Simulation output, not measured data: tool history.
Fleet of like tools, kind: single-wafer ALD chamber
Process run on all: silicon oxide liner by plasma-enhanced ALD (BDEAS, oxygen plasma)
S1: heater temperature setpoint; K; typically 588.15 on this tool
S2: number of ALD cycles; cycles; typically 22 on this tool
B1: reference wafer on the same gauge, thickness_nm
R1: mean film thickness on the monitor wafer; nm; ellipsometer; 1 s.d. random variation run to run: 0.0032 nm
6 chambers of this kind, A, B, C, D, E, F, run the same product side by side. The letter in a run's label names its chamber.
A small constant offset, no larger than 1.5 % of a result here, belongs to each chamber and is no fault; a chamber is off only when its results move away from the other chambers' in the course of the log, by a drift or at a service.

Run 1A, hour 7.7: usual settings; B1 1.7800. Result: R1 2.0034 nm.
Run 2F, hour 21.0: usual settings; B1 1.7797. Result: R1 2.0003 nm.
Run 3B, hour 33.7: usual settings; B1 1.7812. Result: R1 2.0237 nm.
Run 4E, hour 48.3: usual settings; B1 1.7811. Result: R1 2.0268 nm.
Run 5D, hour 56.4: usual settings; B1 1.7818. Result: R1 2.0194 nm.
Run 6C, hour 69.5: usual settings; B1 1.7810. Result: R1 2.0139 nm.
Run 7E, hour 83.9: usual settings but S1 580.15 K; B1 1.7822. Result: R1 2.0481 nm.
Run 8B, hour 92.1: usual settings but S1 580.15 K; B1 1.7823. Result: R1 2.0505 nm.
Run 9F, hour 104.6: usual settings but S1 580.15 K; B1 1.7825. Result: R1 2.0265 nm.
Run 10D, hour 118.0: usual settings but S1 580.15 K; B1 1.7828. Result: R1 2.0457 nm.
Run 11C, hour 128.0: usual settings but S1 580.15 K; B1 1.7827. Result: R1 2.0357 nm.
Run 12A, hour 143.1: usual settings but S1 580.15 K; B1 1.7839. Result: R1 2.0278 nm.
Run 13A, hour 150.4: usual settings; B1 1.7840. Result: R1 2.0048 nm.
Run 14B, hour 158.6: usual settings; B1 1.7831. Result: R1 2.0275 nm.
Run 15D, hour 169.9: usual settings; B1 1.7843. Result: R1 2.0262 nm.
Run 16E, hour 183.7: usual settings; B1 1.7846. Result: R1 2.0267 nm.
Run 17F, hour 194.4: usual settings but S1 602.15 K; B1 1.7850. Result: R1 1.9618 nm.
Run 18C, hour 207.0: usual settings but S1 602.15 K; B1 1.7863. Result: R1 1.9837 nm.
Run 19B, hour 216.1: usual settings but S1 602.15 K; B1 1.7855. Result: R1 1.9894 nm.
Run 20A, hour 228.5: usual settings but S1 602.15 K; B1 1.7871. Result: R1 1.9724 nm.
Run 21E, hour 239.7: usual settings but S1 602.15 K; B1 1.7859. Result: R1 1.9829 nm.
Run 22D, hour 250.9: usual settings but S1 602.15 K; B1 1.7867. Result: R1 1.9919 nm.
Run 23C, hour 262.7: usual settings but S1 598.15 K, S2 25 cycles; B1 1.7866. Result: R1 2.2609 nm.
Run 24F, hour 270.4: usual settings but S1 598.15 K, S2 25 cycles; B1 1.7871. Result: R1 2.2410 nm.
Run 25A, hour 284.8: usual settings but S1 598.15 K, S2 25 cycles; B1 1.7871. Result: R1 2.2581 nm.
Run 26C, hour 299.4: usual settings but S1 598.15 K, S2 25 cycles; B1 1.7880. Result: R1 2.2717 nm.
Run 27B, hour 312.7: usual settings but S1 598.15 K, S2 25 cycles; B1 1.7883. Result: R1 2.2777 nm.
Run 28D, hour 321.5: usual settings but S1 598.15 K, S2 25 cycles; B1 1.7878. Result: R1 2.2684 nm.
Run 29E, hour 333.8: usual settings; B1 1.7891. Result: R1 2.0322 nm.
Run 30F, hour 348.6: usual settings; B1 1.7893. Result: R1 2.0072 nm.
Run 31F, hour 356.0: usual settings; B1 1.7888. Result: R1 2.0006 nm.
Run 32C, hour 365.5: usual settings; B1 1.7891. Result: R1 2.0241 nm.
Run 33B, hour 379.2: usual settings; B1 1.7901. Result: R1 2.0377 nm.
Run 34D, hour 388.2: usual settings; B1 1.7894. Result: R1 2.0306 nm.
Run 35E, hour 401.2: usual settings; B1 1.7912. Result: R1 2.0346 nm.
Run 36A, hour 412.2: usual settings; B1 1.7907. Result: R1 2.0159 nm.
Run 37C, hour 419.7: usual settings; B1 1.7913. Result: R1 2.0317 nm.
Run 38E, hour 428.6: usual settings; B1 1.7907. Result: R1 2.0378 nm.
Run 39A, hour 438.3: usual settings; B1 1.7912. Result: R1 2.0152 nm.

Read the log: is a single chamber off, either drifting away or since a service, is the gauge that measures every chamber drifting, or is nothing wrong beyond small per-chamber offsets? Name any odd chamber and what most likely caused it.

It is the gauge, not a chamber: its drift shows up in every chamber's results at once, and no chamber is off.
Most likely cause: gauge reads high (%) = 0.656.
